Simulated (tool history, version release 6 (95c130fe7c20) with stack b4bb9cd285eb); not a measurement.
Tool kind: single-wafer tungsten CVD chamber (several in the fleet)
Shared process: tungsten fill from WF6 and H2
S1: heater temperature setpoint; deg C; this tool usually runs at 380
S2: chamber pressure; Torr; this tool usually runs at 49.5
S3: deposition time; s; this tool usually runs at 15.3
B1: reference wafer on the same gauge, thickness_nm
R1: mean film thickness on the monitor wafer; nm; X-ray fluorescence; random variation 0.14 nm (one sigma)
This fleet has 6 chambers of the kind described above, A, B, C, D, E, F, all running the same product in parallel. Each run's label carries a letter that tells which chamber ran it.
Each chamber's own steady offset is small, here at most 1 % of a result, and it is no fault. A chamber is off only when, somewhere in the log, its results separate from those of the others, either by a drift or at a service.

run	hour	S1	S2	S3	B1	R1
1D	9.7	380	49.5	15.3	43.479	37.856
2A	18.8	380	49.5	15.3	43.468	38.312
3F	32.7	380	49.5	15.3	43.521	37.965
4B	46.6	380	49.5	15.3	43.503	37.905
5C	56	380	49.5	15.3	43.467	37.911
6E	69.5	380	49.5	15.3	43.512	37.845
7E	77	380	49.5	15.3	43.537	37.698
8F	90.3	380	49.5	15.3	43.507	37.385
9C	101.9	380	49.5	15.3	43.489	38.055
10D	116.8	380	49.5	15.3	43.502	38.152
11A	127.7	380	49.5	15.3	43.515	37.804
# hour 140.6: chamber B: capacitance manometer re-zeroed and calibrated
12B	141	380	49.5	15.3	43.464	38.543
13B	148.8	380	49.5	15.3	43.534	38.495
14C	158	380	49.5	15.3	43.54	38.124
15A	166	386	38.9	15.3	43.491	38.123
16E	177.5	386	38.9	15.3	43.49	38.442
17F	190.2	386	38.9	15.3	43.502	37.947
18D	201.7	386	38.9	15.3	43.49	38.128
19C	214.9	386	38.9	15.3	43.507	38.756
20D	226.5	386	38.9	15.3	43.503	38.19
21A	235.8	380	49.5	15.3	43.492	37.773
22B	244.9	380	49.5	15.3	43.505	39.09
23E	257.1	391	49.5	13.3	43.511	41.093
24F	266.1	391	49.5	13.3	43.499	40.685
25D	273.5	391	49.5	13.3	43.545	41.321
26C	286.1	391	49.5	13.3	43.492	41.242
27A	294	391	49.5	13.3	43.481	41.077
28F	305.4	391	49.5	13.3	43.508	40.42
# hour 310: chamber F: thermocouple changed; heater temperature recalibrated
29E	317.8	380	49.5	15.3	43.464	37.649
30B	326.4	380	49.5	15.3	43.489	39.458
31C	333.8	380	49.5	15.3	43.505	37.983
32D	344.4	380	49.5	15.3	43.514	38.084
33E	356.7	380	49.5	15.3	43.52	37.95
34F	366.4	380	49.5	15.3	43.493	37.71
35B	375.7	380	49.5	15.3	43.542	39.724
36A	382.5	380	49.5	15.3	43.488	37.922
37B	396.4	380	49.5	15.3	43.494	40.122
38F	403.6	380	49.5	15.3	43.512	37.599
39D	411.9	380	49.5	15.3	43.509	37.894
40C	421.4	380	49.5	15.3	43.495	38.064

For the next run the whole fleet of 6 chambers uses the same settings. Give each chamber's results:
41A	432.2	389	49.5	15.3		?
41B	432.2	389	49.5	15.3		?
41C	432.2	389	49.5	15.3		?
41D	432.2	389	49.5	15.3		?
41E	432.2	389	49.5	15.3		?
41F	432.2	389	49.5	15.3		?

run	R1
41A	45.397
41B	47.94
41C	45.635
41D	45.434
41E	45.485
41F	44.89
